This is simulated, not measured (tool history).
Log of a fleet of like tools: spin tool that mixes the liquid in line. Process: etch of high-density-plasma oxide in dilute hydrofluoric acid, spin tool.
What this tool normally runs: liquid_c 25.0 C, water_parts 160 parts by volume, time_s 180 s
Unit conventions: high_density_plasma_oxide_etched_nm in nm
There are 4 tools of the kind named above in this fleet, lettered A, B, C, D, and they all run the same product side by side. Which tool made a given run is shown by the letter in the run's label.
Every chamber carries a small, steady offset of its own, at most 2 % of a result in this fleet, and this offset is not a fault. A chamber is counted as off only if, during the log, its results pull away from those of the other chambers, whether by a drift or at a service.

run,hour,liquid_c,water_parts,time_s,hours since the thermometer was replaced,hours since the hydrofluoric acid flow meter was replaced,"read-back film thickness of the high-density-plasma oxide reference wafer, read on the same gauge (nm)",high_density_plasma_oxide_etched_nm
1D,7.2,25.0,160,180,523.1,755.9,100.030,6.0611
2C,12.8,25.0,160,180,599.6,1663.1,100.000,6.0333
3B,19.3,25.0,160,180,535.4,769.1,100.040,6.0595
4A,24.8,25.0,160,180,210.7,422.7,100.010,6.1979
5C,30.4,25.0,160,180,617.2,1680.7,100.030,6.0281
6A,37.1,25.0,160,180,223.0,435.0,100.020,6.1477
7D,42.8,25.0,160,180,558.7,791.5,99.991,6.0904
8B,49.5,25.0,160,180,565.6,799.3,100.020,6.0667
9C,56.7,28.0,85,180,643.5,1707.0,100.030,13.9200
10A,62.1,28.0,85,180,248.0,460.0,99.956,14.3300
# hour 63.5: chamber C: thermometer replaced
11D,67.2,28.0,85,180,583.1,815.9,99.966,14.1360
12B,72.2,28.0,85,180,588.3,822.0,99.967,14.4050
13B,77.7,25.0,160,180,593.8,827.5,99.989,6.1033
14A,84.9,25.0,160,180,270.8,482.8,100.030,6.2034
# hour 86.5: chamber D: thermometer replaced
15C,90.2,25.0,160,180,26.8,1740.5,99.987,6.0355
16D,95.2,25.0,160,180,8.8,843.9,100.000,6.1632
17C,102.3,25.0,160,180,38.9,1752.6,100.030,6.0591
18B,108.2,25.0,160,180,624.3,858.0,100.060,6.1460
19D,116.1,25.0,160,180,29.7,864.8,100.010,6.1508
20A,120.0,25.0,160,180,305.9,517.9,100.020,6.1462
21B,126.2,25.0,115,280,642.3,876.0,99.969,14.0760
22C,130.8,25.0,115,280,67.4,1781.1,99.976,13.9010
23D,138.5,25.0,115,280,52.1,887.2,100.010,14.1850
24A,146.4,25.0,115,280,332.3,544.3,99.989,13.9720
25D,152.4,25.0,160,180,66.0,901.1,100.010,6.2908
26C,158.2,25.0,160,180,94.8,1808.5,100.010,6.0258
27B,163.9,27.5,160,250,680.0,913.7,99.987,9.2746
28A,168.7,27.5,160,250,354.6,566.6,100.010,9.3447
29C,176.9,27.5,160,250,113.5,1827.2,99.986,9.2217
30B,181.1,27.5,160,250,697.2,930.9,99.943,9.3488
31A,186.1,25.0,160,180,372.0,584.0,100.010,6.1559
32D,193.1,25.0,160,180,106.7,941.8,100.070,6.3025
33A,198.0,25.0,160,180,383.9,595.9,99.998,6.2014
34C,206.1,25.0,160,180,142.7,1856.4,99.992,6.0086
35D,210.0,25.0,160,180,123.6,958.7,99.980,6.3424
36B,215.5,25.0,160,180,731.6,965.3,100.010,6.1389
37B,223.8,25.0,160,180,739.9,973.6,99.965,6.0749
38A,229.8,25.0,160,180,415.7,627.7,100.020,6.1812
39D,234.2,25.0,160,180,147.8,982.9,99.960,6.5104
40C,238.9,25.0,160,180,175.5,1889.2,99.995,6.0433
41D,246.6,25.0,160,180,160.2,995.3,99.989,6.4325
42C,254.5,25.0,160,180,191.1,1904.8,99.977,6.0929
43B,262.0,25.0,160,180,778.1,1011.8,99.996,6.1489

Predict what each chamber gives when all 4 of them run the settings below next.
44A,267.9,21.5,160,180,,,,?
44B,267.9,21.5,160,180,,,,?
44C,267.9,21.5,160,180,,,,?
44D,267.9,21.5,160,180,,,,?

run,high_density_plasma_oxide_etched_nm
44A,5.4195
44B,5.2940
44C,5.3276
44D,5.7166

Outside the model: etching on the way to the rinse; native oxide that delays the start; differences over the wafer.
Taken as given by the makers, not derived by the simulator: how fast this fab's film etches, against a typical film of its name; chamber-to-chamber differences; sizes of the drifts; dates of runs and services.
